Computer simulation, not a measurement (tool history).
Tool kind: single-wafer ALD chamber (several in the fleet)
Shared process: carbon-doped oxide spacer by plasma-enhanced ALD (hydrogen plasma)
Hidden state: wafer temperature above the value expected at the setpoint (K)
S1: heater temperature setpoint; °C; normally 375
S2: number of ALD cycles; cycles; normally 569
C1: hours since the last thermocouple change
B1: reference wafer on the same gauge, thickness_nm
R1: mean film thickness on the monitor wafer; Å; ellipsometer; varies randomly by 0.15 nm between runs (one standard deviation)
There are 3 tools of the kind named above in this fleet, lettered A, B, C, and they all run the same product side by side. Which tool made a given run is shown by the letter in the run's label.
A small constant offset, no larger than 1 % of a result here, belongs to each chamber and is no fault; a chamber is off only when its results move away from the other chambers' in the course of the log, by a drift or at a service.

Run 1C, hour 4.2: usual settings; C1 274.9; B1 25.080. Result: R1 286.10 Å.
Run 2A, hour 8.4: usual settings; C1 433.5; B1 25.049. Result: R1 283.49 Å.
Run 3B, hour 11.6: usual settings; C1 1433.2; B1 25.096. Result: R1 288.75 Å.
Run 4C, hour 16.1: usual settings; C1 286.8; B1 25.085. Result: R1 284.39 Å.
Run 5B, hour 20.4: usual settings; C1 1442.0; B1 25.113. Result: R1 286.66 Å.
Run 6A, hour 24.5: usual settings; C1 449.6; B1 25.112. Result: R1 283.64 Å.
Run 7B, hour 27.0: usual settings but S1 369 °C; C1 1448.6; B1 25.097. Result: R1 286.00 Å.
Run 8A, hour 30.7: usual settings but S1 369 °C; C1 455.8; B1 25.093. Result: R1 286.14 Å.
Run 9C, hour 32.9: usual settings but S1 369 °C; C1 303.6; B1 25.083. Result: R1 287.98 Å.
Run 10B, hour 37.3: usual settings; C1 1458.9; B1 25.111. Result: R1 288.47 Å.
Run 11A, hour 39.8: usual settings; C1 464.9; B1 25.089. Result: R1 282.13 Å.
Run 12C, hour 43.2: usual settings; C1 313.9; B1 25.110. Result: R1 286.85 Å.
Run 13C, hour 47.8: usual settings; C1 318.5; B1 25.085. Result: R1 284.91 Å.
Run 14B, hour 50.4: usual settings; C1 1472.0; B1 25.113. Result: R1 286.15 Å.
Run 15A, hour 54.3: usual settings; C1 479.4; B1 25.113. Result: R1 284.49 Å.
Run 16A, hour 57.9: usual settings; C1 483.0; B1 25.104. Result: R1 284.33 Å.
Run 17C, hour 62.1: usual settings; C1 332.8; B1 25.076. Result: R1 287.22 Å.
Run 18B, hour 66.4: usual settings; C1 1488.0; B1 25.118. Result: R1 286.41 Å.
Run 19B, hour 71.0: usual settings; C1 1492.6; B1 25.095. Result: R1 286.99 Å.
Run 20A, hour 74.8: usual settings; C1 499.9; B1 25.074. Result: R1 286.57 Å.
Run 21C, hour 79.7: usual settings; C1 350.4; B1 25.065. Result: R1 286.59 Å.
Run 22C, hour 84.3: usual settings; C1 355.0; B1 25.110. Result: R1 286.18 Å.
Run 23A, hour 86.8: usual settings; C1 511.9; B1 25.123. Result: R1 284.66 Å.
Run 24B, hour 91.2: usual settings; C1 1512.8; B1 25.091. Result: R1 289.18 Å.
Run 25C, hour 95.0: usual settings but S1 388 °C, S2 498 cycles; C1 365.7; B1 25.071. Result: R1 250.58 Å.
Run 26A, hour 99.0: usual settings but S1 388 °C, S2 498 cycles; C1 524.1; B1 25.127. Result: R1 249.25 Å.
Run 27B, hour 102.5: usual settings but S1 388 °C, S2 498 cycles; C1 1524.1; B1 25.117. Result: R1 252.47 Å.
Run 28B, hour 105.1: usual settings; C1 1526.7; B1 25.126. Result: R1 288.19 Å.
Run 29A, hour 110.0: usual settings; C1 535.1; B1 25.110. Result: R1 283.14 Å.
Run 30C, hour 114.0: usual settings; C1 384.7; B1 25.123. Result: R1 284.44 Å.
Run 31C, hour 116.4: usual settings; C1 387.1; B1 25.086. Result: R1 284.86 Å.
Run 32B, hour 119.1: usual settings; C1 1540.7; B1 25.111. Result: R1 284.24 Å.
Run 33A, hour 123.4: usual settings; C1 548.5; B1 25.081. Result: R1 284.16 Å.
Run 34A, hour 128.1: usual settings; C1 553.2; B1 25.073. Result: R1 285.96 Å.
Run 35C, hour 131.2: usual settings; C1 401.9; B1 25.104. Result: R1 284.96 Å.
Run 36B, hour 135.2: usual settings but S1 386 °C, S2 464 cycles; C1 1556.8; B1 25.089. Result: R1 233.57 Å.
Run 37C, hour 137.8: usual settings but S1 386 °C, S2 464 cycles; C1 408.5; B1 25.084. Result: R1 233.55 Å.
Run 38A, hour 141.7: usual settings but S1 386 °C, S2 464 cycles; C1 566.8; B1 25.110. Result: R1 232.55 Å.
Run 39B, hour 144.8: usual settings; C1 1566.4; B1 25.105. Result: R1 288.63 Å.
Run 40A, hour 147.9: usual settings; C1 573.0; B1 25.085. Result: R1 285.37 Å.

Next, every chamber runs the same settings. What will each give?
Run 41A, hour 151.4: usual settings. Result: R1 ?.
Run 41B, hour 151.4: usual settings. Result: R1 ?.
Run 41C, hour 151.4: usual settings. Result: R1 ?.

run      R1
41A  283.29
41B  286.44
41C  282.32
